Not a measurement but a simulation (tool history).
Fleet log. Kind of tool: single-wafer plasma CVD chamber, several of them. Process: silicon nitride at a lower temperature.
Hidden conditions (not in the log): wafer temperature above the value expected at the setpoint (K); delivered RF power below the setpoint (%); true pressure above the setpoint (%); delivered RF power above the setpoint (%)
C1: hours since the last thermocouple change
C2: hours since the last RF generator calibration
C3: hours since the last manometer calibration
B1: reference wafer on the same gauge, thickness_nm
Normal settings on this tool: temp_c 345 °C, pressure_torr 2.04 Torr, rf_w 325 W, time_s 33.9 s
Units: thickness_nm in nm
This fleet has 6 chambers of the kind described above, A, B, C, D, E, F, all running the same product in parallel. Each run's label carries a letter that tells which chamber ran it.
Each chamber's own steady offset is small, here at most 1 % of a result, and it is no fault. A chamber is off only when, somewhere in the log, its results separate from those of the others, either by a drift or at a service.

run 1F day=0.262 | temp_c=345 pressure_torr=2.04 rf_w=325 time_s=33.9 | C1=2034.8 C2=1243.1 C3=1107.6 | B1=50.103 | thickness_nm=44.933
run 2E day=0.429 | temp_c=345 pressure_torr=2.04 rf_w=325 time_s=33.9 | C1=343.8 C2=880.6 C3=1967.2 | B1=50.107 | thickness_nm=44.814
run 3B day=0.704 | temp_c=345 pressure_torr=2.04 rf_w=325 time_s=33.9 | C1=687.1 C2=203.4 C3=1616.5 | B1=50.12 | thickness_nm=45.135
run 4C day=1.038 | temp_c=345 pressure_torr=2.04 rf_w=325 time_s=33.9 | C1=1689.9 C2=558.2 C3=44.2 | B1=50.124 | thickness_nm=44.934
run 5A day=1.225 | temp_c=345 pressure_torr=2.04 rf_w=325 time_s=33.9 | C1=1588.6 C2=1445.6 C3=144.7 | B1=50.124 | thickness_nm=44.703
run 6D day=1.4 | temp_c=345 pressure_torr=2.04 rf_w=325 time_s=33.9 | C1=1779.5 C2=1630.6 C3=218.5 | B1=50.143 | thickness_nm=45.36
run 7C day=1.562 | temp_c=345 pressure_torr=2.04 rf_w=325 time_s=33.9 | C1=1702.5 C2=570.8 C3=56.8 | B1=50.141 | thickness_nm=45.07
run 8D day=1.738 | temp_c=345 pressure_torr=2.04 rf_w=280 time_s=33.9 | C1=1787.6 C2=1638.7 C3=226.6 | B1=50.164 | thickness_nm=41.132
run 9F day=2.062 | temp_c=345 pressure_torr=2.04 rf_w=280 time_s=33.9 | C1=2078 C2=1286.3 C3=1150.8 | B1=50.165 | thickness_nm=40.691
run 10E day=2.25 | temp_c=345 pressure_torr=2.04 rf_w=280 time_s=33.9 | C1=387.5 C2=924.3 C3=2010.9 | B1=50.153 | thickness_nm=40.791
run 11A day=2.583 | temp_c=345 pressure_torr=2.04 rf_w=280 time_s=33.9 | C1=1621.2 C2=1478.2 C3=177.3 | B1=50.163 | thickness_nm=40.465
run 12B day=2.867 | temp_c=345 pressure_torr=2.04 rf_w=280 time_s=33.9 | C1=739 C2=255.3 C3=1668.4 | B1=50.177 | thickness_nm=41.031
run 13A day=3.054 | temp_c=345 pressure_torr=2.04 rf_w=280 time_s=33.9 | C1=1632.5 C2=1489.5 C3=188.6 | B1=50.182 | thickness_nm=40.393
run 14C day=3.362 | temp_c=345 pressure_torr=2.04 rf_w=325 time_s=33.9 | C1=1745.7 C2=614 C3=100 | B1=50.201 | thickness_nm=45.108
run 15D day=3.546 | temp_c=345 pressure_torr=2.04 rf_w=325 time_s=33.9 | C1=1831 C2=1682.1 C3=270 | B1=50.197 | thickness_nm=45.462
run 16B day=3.712 | temp_c=345 pressure_torr=2.04 rf_w=325 time_s=30.2 | C1=759.3 C2=275.6 C3=1688.7 | B1=50.196 | thickness_nm=40.22
run 17E day=4 | temp_c=345 pressure_torr=2.04 rf_w=325 time_s=30.2 | C1=429.5 C2=966.3 C3=2052.9 | B1=50.205 | thickness_nm=40.032
run 18F day=4.242 | temp_c=345 pressure_torr=2.04 rf_w=325 time_s=30.2 | C1=2130.3 C2=1338.6 C3=1203.1 | B1=50.226 | thickness_nm=40.159
run 19D day=4.417 | temp_c=345 pressure_torr=2.04 rf_w=325 time_s=30.2 | C1=1851.9 C2=1703 C3=290.9 | B1=50.204 | thickness_nm=40.528
run 20B day=4.675 | temp_c=345 pressure_torr=2.04 rf_w=325 time_s=30.2 | C1=782.4 C2=298.7 C3=1711.8 | B1=50.222 | thickness_nm=40.241
-- day=4.821 chamber D: thermocouple changed; heater temperature recalibrated
run 21E day=4.925 | temp_c=345 pressure_torr=2.04 rf_w=325 time_s=30.2 | C1=451.7 C2=988.5 C3=2075.1 | B1=50.235 | thickness_nm=40.016
run 22A day=5.108 | temp_c=345 pressure_torr=2.04 rf_w=325 time_s=33.9 | C1=1681.8 C2=1538.8 C3=237.9 | B1=50.239 | thickness_nm=44.659
run 23C day=5.325 | temp_c=345 pressure_torr=2.04 rf_w=325 time_s=33.9 | C1=1792.8 C2=661.1 C3=147.1 | B1=50.236 | thickness_nm=45.098
run 24F day=5.496 | temp_c=345 pressure_torr=2.04 rf_w=325 time_s=33.9 | C1=2160.4 C2=1368.7 C3=1233.2 | B1=50.227 | thickness_nm=45.075
run 25D day=5.771 | temp_c=345 pressure_torr=2.04 rf_w=280 time_s=33.9 | C1=22.9 C2=1735.5 C3=323.4 | B1=50.238 | thickness_nm=41.27
run 26A day=6.017 | temp_c=345 pressure_torr=2.04 rf_w=280 time_s=33.9 | C1=1703.6 C2=1560.6 C3=259.7 | B1=50.255 | thickness_nm=40.452
run 27B day=6.254 | temp_c=345 pressure_torr=2.04 rf_w=280 time_s=33.9 | C1=820.3 C2=336.6 C3=1749.7 | B1=50.264 | thickness_nm=40.995
run 28C day=6.404 | temp_c=345 pressure_torr=2.04 rf_w=280 time_s=33.9 | C1=1818.7 C2=687 C3=173 | B1=50.272 | thickness_nm=40.866
run 29F day=6.667 | temp_c=345 pressure_torr=2.04 rf_w=280 time_s=33.9 | C1=2188.5 C2=1396.8 C3=1261.3 | B1=50.284 | thickness_nm=40.801
run 30E day=6.983 | temp_c=345 pressure_torr=2.04 rf_w=280 time_s=33.9 | C1=501.1 C2=1037.9 C3=2124.5 | B1=50.275 | thickness_nm=40.805
run 31C day=7.262 | temp_c=345 pressure_torr=2.04 rf_w=325 time_s=33.9 | C1=1839.3 C2=707.6 C3=193.6 | B1=50.297 | thickness_nm=45.229
run 32A day=7.546 | temp_c=345 pressure_torr=2.04 rf_w=325 time_s=33.9 | C1=1740.3 C2=1597.3 C3=296.4 | B1=50.299 | thickness_nm=44.711
run 33F day=7.738 | temp_c=345 pressure_torr=2.04 rf_w=325 time_s=33.9 | C1=2214.2 C2=1422.5 C3=1287 | B1=50.295 | thickness_nm=45.059
run 34E day=8.025 | temp_c=345 pressure_torr=2.04 rf_w=325 time_s=33.9 | C1=526.1 C2=1062.9 C3=2149.5 | B1=50.316 | thickness_nm=45.073
run 35D day=8.283 | temp_c=345 pressure_torr=2.04 rf_w=325 time_s=40.3 | C1=83.2 C2=1795.8 C3=383.7 | B1=50.318 | thickness_nm=53.969
run 36B day=8.508 | temp_c=345 pressure_torr=2.04 rf_w=325 time_s=40.3 | C1=874.4 C2=390.7 C3=1803.8 | B1=50.326 | thickness_nm=53.88
run 37A day=8.792 | temp_c=345 pressure_torr=2.04 rf_w=325 time_s=40.3 | C1=1770.2 C2=1627.2 C3=326.3 | B1=50.329 | thickness_nm=53.324
run 38E day=9.017 | temp_c=345 pressure_torr=2.04 rf_w=325 time_s=40.3 | C1=549.9 C2=1086.7 C3=2173.3 | B1=50.329 | thickness_nm=53.512
run 39C day=9.304 | temp_c=345 pressure_torr=2.04 rf_w=325 time_s=40.3 | C1=1888.3 C2=756.6 C3=242.6 | B1=50.352 | thickness_nm=53.514
run 40D day=9.554 | temp_c=345 pressure_torr=2.04 rf_w=325 time_s=40.3 | C1=113.7 C2=1826.3 C3=414.2 | B1=50.354 | thickness_nm=54.182
run 41F day=9.812 | temp_c=345 pressure_torr=2.04 rf_w=325 time_s=33.9 | C1=2264 C2=1472.3 C3=1336.8 | B1=50.356 | thickness_nm=45.127

Read the log: is a single chamber off, either drifting away or since a service, is the gauge that measures every chamber drifting, or is nothing wrong beyond small per-chamber offsets? Name any odd chamber and what most likely caused it.

The shared gauge is drifting. All chambers look as if they move in step, but none is off.
Cause: gauge reads high (%) = 0.527.
